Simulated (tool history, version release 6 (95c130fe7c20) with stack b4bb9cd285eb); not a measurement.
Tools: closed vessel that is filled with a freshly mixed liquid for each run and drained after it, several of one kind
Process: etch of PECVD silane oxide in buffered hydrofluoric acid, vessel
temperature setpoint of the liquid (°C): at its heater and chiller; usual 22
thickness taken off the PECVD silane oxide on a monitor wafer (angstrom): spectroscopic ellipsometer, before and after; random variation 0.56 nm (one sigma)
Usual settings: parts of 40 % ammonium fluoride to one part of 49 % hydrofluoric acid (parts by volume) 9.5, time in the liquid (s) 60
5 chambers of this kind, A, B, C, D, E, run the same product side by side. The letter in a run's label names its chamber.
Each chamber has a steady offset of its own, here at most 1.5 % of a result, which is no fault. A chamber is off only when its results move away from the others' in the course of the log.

| run | hour | temperature setpoint of the liquid (°C) | parts of 40 % ammonium fluoride to one part of 49 % hydrofluoric acid (parts by volume) | time in the liquid (s) | hours since the thermometer was replaced | hours since the hydrofluoric acid flow meter was replaced | read-back film thickness of the PECVD silane oxide reference wafer, read on the same gauge (nm) | thickness taken off the PECVD silane oxide on a monitor wafer (angstrom) |
|---|---|---|---|---|---|---|---|---|
| 1C | 9.8 | 22 | 9.5 | 60 | 1181.5 | 132.7 | 39.995 | 835.79 |
| 2B | 18.9 | 22 | 9.5 | 60 | 1068.1 | 357.1 | 39.984 | 831.09 |
| 3E | 27.3 | 22 | 9.5 | 60 | 1225.6 | 412.9 | 40.002 | 836.46 |
| 4A | 39.4 | 22 | 9.5 | 60 | 760.1 | 1273.2 | 39.993 | 836.33 |
| 5D | 47.7 | 22 | 9.5 | 60 | 2027.8 | 194.2 | 39.994 | 827.45 |
| 6B | 58.8 | 18 | 9.5 | 30 | 1108 | 397 | 40.033 | 337.49 |
| 7C | 71.9 | 18 | 9.5 | 30 | 1243.6 | 194.8 | 40.016 | 338.95 |
| 8A | 81.5 | 18 | 9.5 | 30 | 802.2 | 1315.3 | 40.008 | 335.85 |
| 9D | 90.1 | 18 | 9.5 | 30 | 2070.2 | 236.6 | 39.989 | 336.9 |
| 10E | 100.3 | 18 | 9.5 | 30 | 1298.6 | 485.9 | 40.022 | 336.32 |
| 11C | 111.9 | 22 | 9.5 | 60 | 1283.6 | 234.8 | 39.987 | 845.7 |
|  | 116.3 | chamber A: hydrofluoric acid flow meter replaced |
| 12A | 123.1 | 22 | 9.5 | 60 | 843.8 | 6.8 | 39.999 | 831.86 |
| 13B | 130.9 | 22 | 9.5 | 60 | 1180.1 | 469.1 | 39.987 | 842.06 |
| 14E | 143.1 | 22 | 9.5 | 60 | 1341.4 | 528.7 | 40.008 | 847.15 |
| 15D | 153.8 | 22 | 9.5 | 60 | 2133.9 | 300.3 | 40.033 | 840.33 |
| 16A | 160.5 | 19 | 9.5 | 30 | 881.2 | 44.2 | 40.009 | 359.65 |
| 17D | 172.1 | 19 | 9.5 | 30 | 2152.2 | 318.6 | 39.997 | 359.75 |
| 18E | 181.9 | 19 | 9.5 | 30 | 1380.2 | 567.5 | 40.029 | 356.45 |
| 19C | 190.1 | 19 | 9.5 | 30 | 1361.8 | 313 | 39.972 | 356.59 |
| 20B | 201.1 | 19 | 9.5 | 30 | 1250.3 | 539.3 | 40.01 | 353.54 |
| 21B | 212.1 | 22 | 9.5 | 60 | 1261.3 | 550.3 | 40.032 | 839.5 |
| 22C | 220.4 | 22 | 7 | 40 | 1392.1 | 343.3 | 39.964 | 766.31 |
| 23A | 233.3 | 22 | 7 | 40 | 954 | 117 | 39.99 | 758.35 |
| 24E | 242.7 | 22 | 7 | 40 | 1441 | 628.3 | 39.988 | 767.79 |
| 25D | 250.2 | 22 | 7 | 40 | 2230.3 | 396.7 | 40.016 | 756.79 |
|  | 259.9 | chamber D: thermometer replaced |
| 26C | 261.4 | 22 | 7 | 40 | 1433.1 | 384.3 | 39.996 | 759.22 |
| 27A | 271.5 | 22 | 9.5 | 60 | 992.2 | 155.2 | 40.003 | 838.7 |
| 28B | 279.6 | 22 | 9.5 | 60 | 1328.8 | 617.8 | 39.989 | 850.21 |
| 29D | 286.6 | 22 | 9.5 | 60 | 26.7 | 433.1 | 40.012 | 834.55 |
| 30E | 294.1 | 22 | 9.5 | 60 | 1492.4 | 679.7 | 39.988 | 846.03 |
| 31D | 307 | 22 | 9.5 | 60 | 47.1 | 453.5 | 39.983 | 838.79 |
| 32C | 318.3 | 19.5 | 9.5 | 70 | 1490 | 441.2 | 39.976 | 853.33 |
| 33B | 326.1 | 19.5 | 9.5 | 70 | 1375.3 | 664.3 | 39.972 | 858.99 |
| 34E | 337.6 | 19.5 | 9.5 | 70 | 1535.9 | 723.2 | 39.99 | 855.39 |
| 35A | 345 | 19.5 | 9.5 | 70 | 1065.7 | 228.7 | 39.999 | 851.1 |

What goes on in this fleet: one chamber off, a drifting gauge, or nothing beyond the chambers' own small offsets? Name the chamber and the cause, if any.

No chamber stands off beyond its own small offset, and the gauge holds steady.

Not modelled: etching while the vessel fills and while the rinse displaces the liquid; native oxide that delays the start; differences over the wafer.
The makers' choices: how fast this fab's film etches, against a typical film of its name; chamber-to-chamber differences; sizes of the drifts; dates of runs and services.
